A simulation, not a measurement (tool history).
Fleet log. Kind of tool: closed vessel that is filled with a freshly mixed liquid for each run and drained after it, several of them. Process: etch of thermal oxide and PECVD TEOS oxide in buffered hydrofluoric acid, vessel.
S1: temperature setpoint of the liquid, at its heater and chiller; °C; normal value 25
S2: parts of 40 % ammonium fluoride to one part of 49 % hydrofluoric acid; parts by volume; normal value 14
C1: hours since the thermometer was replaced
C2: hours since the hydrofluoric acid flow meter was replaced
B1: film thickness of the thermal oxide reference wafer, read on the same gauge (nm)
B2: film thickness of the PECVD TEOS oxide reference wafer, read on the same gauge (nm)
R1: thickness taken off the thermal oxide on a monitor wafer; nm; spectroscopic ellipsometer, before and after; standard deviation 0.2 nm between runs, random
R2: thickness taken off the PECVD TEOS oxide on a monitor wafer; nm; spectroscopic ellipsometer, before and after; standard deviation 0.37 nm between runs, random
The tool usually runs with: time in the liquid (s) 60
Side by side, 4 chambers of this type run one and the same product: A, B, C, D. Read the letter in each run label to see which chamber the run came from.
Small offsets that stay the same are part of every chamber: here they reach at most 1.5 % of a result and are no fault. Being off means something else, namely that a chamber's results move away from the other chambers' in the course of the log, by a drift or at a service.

Run 1A, hour 4.6: usual settings; C1 1144.7; C2 998.5; B1 90.009; B2 49.986. Result: R1 51.766 nm, R2 58.576 nm.
Run 2C, hour 10.4: usual settings; C1 1238.9; C2 1157.7; B1 90.01; B2 50.024. Result: R1 50.89 nm, R2 59.382 nm.
Run 3D, hour 14.9: usual settings; C1 1476.8; C2 672.9; B1 89.995; B2 50.024. Result: R1 51.206 nm, R2 58.479 nm.
Run 4B, hour 21.9: usual settings; C1 1349.9; C2 211; B1 90.005; B2 50.015. Result: R1 51.453 nm, R2 59.193 nm.
Run 5C, hour 30.2: usual settings; C1 1258.7; C2 1177.5; B1 89.999; B2 49.994. Result: R1 50.643 nm, R2 59.483 nm.
Run 6B, hour 36.2: usual settings but time in the liquid (s) 30; C1 1364.2; C2 225.3; B1 89.994; B2 50.04. Result: R1 25.704 nm, R2 29.893 nm.
Run 7D, hour 43.6: usual settings but time in the liquid (s) 30; C1 1505.5; C2 701.6; B1 90.008; B2 49.991. Result: R1 25.555 nm, R2 30.009 nm.
Run 8A, hour 51.4: usual settings but time in the liquid (s) 30; C1 1191.5; C2 1045.3; B1 89.985; B2 50.006. Result: R1 25.931 nm, R2 29.311 nm.
Run 9D, hour 56: usual settings but time in the liquid (s) 30; C1 1517.9; C2 714; B1 90.012; B2 50.049. Result: R1 25.796 nm, R2 29.903 nm.
Run 10C, hour 62: usual settings; C1 1290.5; C2 1209.3; B1 89.996; B2 49.965. Result: R1 50.744 nm, R2 60.191 nm.
Run 11A, hour 65.9: usual settings; C1 1206; C2 1059.8; B1 89.998; B2 50.002. Result: R1 51.601 nm, R2 58.802 nm.
Run 12B, hour 70.1: usual settings; C1 1398.1; C2 259.2; B1 89.993; B2 49.999. Result: R1 51.138 nm, R2 60.092 nm.
Run 13A, hour 74.7: usual settings; C1 1214.8; C2 1068.6; B1 89.999; B2 50.008. Result: R1 51.799 nm, R2 58.39 nm.
Run 14D, hour 81.6: usual settings; C1 1543.5; C2 739.6; B1 90.006; B2 49.999. Result: R1 51.037 nm, R2 59.063 nm.
Run 15B, hour 85.4: usual settings; C1 1413.4; C2 274.5; B1 89.979; B2 49.967. Result: R1 50.971 nm, R2 60.218 nm.
Run 16C, hour 90.2: usual settings; C1 1318.7; C2 1237.5; B1 90.005; B2 50.004. Result: R1 50.4 nm, R2 59.573 nm.
Run 17B, hour 96.8: usual settings; C1 1424.8; C2 285.9; B1 89.968; B2 49.992. Result: R1 51.472 nm, R2 59.013 nm.
Run 18A, hour 100.9: usual settings; C1 1241; C2 1094.8; B1 90.005; B2 50.032. Result: R1 51.847 nm, R2 58.581 nm.
Run 19C, hour 109.1: usual settings; C1 1337.6; C2 1256.4; B1 89.984; B2 50.006. Result: R1 50.762 nm, R2 59.613 nm.
Run 20D, hour 115.3: usual settings; C1 1577.2; C2 773.3; B1 90.002; B2 50.018. Result: R1 51.172 nm, R2 59.806 nm.
Run 21A, hour 123.2: usual settings; C1 1263.3; C2 1117.1; B1 89.978; B2 50.025. Result: R1 51.943 nm, R2 58.903 nm.
Run 22D, hour 128: usual settings; C1 1589.9; C2 786; B1 90.011; B2 49.993. Result: R1 51.185 nm, R2 59.129 nm.
Run 23B, hour 133.8: usual settings; C1 1461.8; C2 322.9; B1 89.987; B2 49.996. Result: R1 51.468 nm, R2 60.203 nm.
Run 24C, hour 141.5: usual settings; C1 1370; C2 1288.8; B1 90.002; B2 49.991. Result: R1 51.158 nm, R2 59.15 nm.
Run 25A, hour 145.8: usual settings; C1 1285.9; C2 1139.7; B1 89.994; B2 49.943. Result: R1 51.779 nm, R2 58.036 nm.
Run 26B, hour 149.6: usual settings; C1 1477.6; C2 338.7; B1 89.988; B2 49.979. Result: R1 51.398 nm, R2 60.125 nm.
Run 27C, hour 157.3: usual settings but S1 20.5 °C, S2 17 parts by volume; C1 1385.8; C2 1304.6; B1 90.003; B2 49.979. Result: R1 32.669 nm, R2 38.636 nm.
Run 28D, hour 163.4: usual settings but S1 20.5 °C, S2 17 parts by volume; C1 1625.3; C2 821.4; B1 89.988; B2 50.027. Result: R1 33.196 nm, R2 38.032 nm.
Run 29C, hour 169.2: usual settings but S1 20.5 °C, S2 17 parts by volume; C1 1397.7; C2 1316.5; B1 90.01; B2 49.997. Result: R1 32.837 nm, R2 38.454 nm.
Run 30B, hour 175.4: usual settings but S1 20.5 °C, S2 17 parts by volume; C1 1503.4; C2 364.5; B1 90.011; B2 49.999. Result: R1 33.21 nm, R2 38.72 nm.
Run 31A, hour 181.3: usual settings but S1 27 °C, time in the liquid (s) 35; C1 1321.4; C2 1175.2; B1 89.985; B2 50.039. Result: R1 33.919 nm, R2 38.18 nm.
Run 32D, hour 185.3: usual settings but S1 27 °C, time in the liquid (s) 35; C1 1647.2; C2 843.3; B1 90.02; B2 49.974. Result: R1 33.159 nm, R2 38.775 nm.
Run 33A, hour 191.1: usual settings but S1 27 °C, time in the liquid (s) 35; C1 1331.2; C2 1185; B1 90.019; B2 50.024. Result: R1 33.65 nm, R2 38.478 nm.
Run 34D, hour 198: usual settings but S1 27 °C, time in the liquid (s) 35; C1 1659.9; C2 856; B1 90.008; B2 50.029. Result: R1 33.275 nm, R2 37.934 nm.
Run 35C, hour 203.6: usual settings; C1 1432.1; C2 1350.9; B1 90.007; B2 50.011. Result: R1 50.931 nm, R2 60.164 nm.
Run 36B, hour 210.6: usual settings; C1 1538.6; C2 399.7; B1 89.995; B2 50.025. Result: R1 51.438 nm, R2 59.964 nm.
Run 37D, hour 217.1: usual settings; C1 1679; C2 875.1; B1 89.99; B2 50.049. Result: R1 51.341 nm, R2 59.335 nm.
Run 38A, hour 222.2: usual settings; C1 1362.3; C2 1216.1; B1 89.991; B2 49.97. Result: R1 51.819 nm, R2 58.297 nm.
Run 39C, hour 228.3: usual settings; C1 1456.8; C2 1375.6; B1 90.006; B2 50.036. Result: R1 50.957 nm, R2 59.374 nm.
Run 40B, hour 236.7: usual settings; C1 1564.7; C2 425.8; B1 89.974; B2 49.973. Result: R1 51.414 nm, R2 60.197 nm.
Run 41B, hour 241.1: usual settings; C1 1569.1; C2 430.2; B1 90.01; B2 49.979. Result: R1 51.467 nm, R2 59.733 nm.
Run 42C, hour 248.7: usual settings; C1 1477.2; C2 1396; B1 90.007; B2 49.975. Result: R1 51.115 nm, R2 59.319 nm.
Run 43A, hour 254.1: usual settings; C1 1394.2; C2 1248; B1 90.009; B2 49.968. Result: R1 51.795 nm, R2 58.868 nm.
Run 44D, hour 262.6: usual settings; C1 1724.5; C2 920.6; B1 90.004; B2 49.999. Result: R1 51.378 nm, R2 59.372 nm.

All 4 chambers run these settings next. Forecast each chamber's results:
Run 45A, hour 268.6: usual settings. Result: R1 ?, R2 ?.
Run 45B, hour 268.6: usual settings. Result: R1 ?, R2 ?.
Run 45C, hour 268.6: usual settings. Result: R1 ?, R2 ?.
Run 45D, hour 268.6: usual settings. Result: R1 ?, R2 ?.

run      R1      R2
45A  51.992  58.494
45B  51.577  59.311
45C  50.903  59.608
45D    51.5  59.031
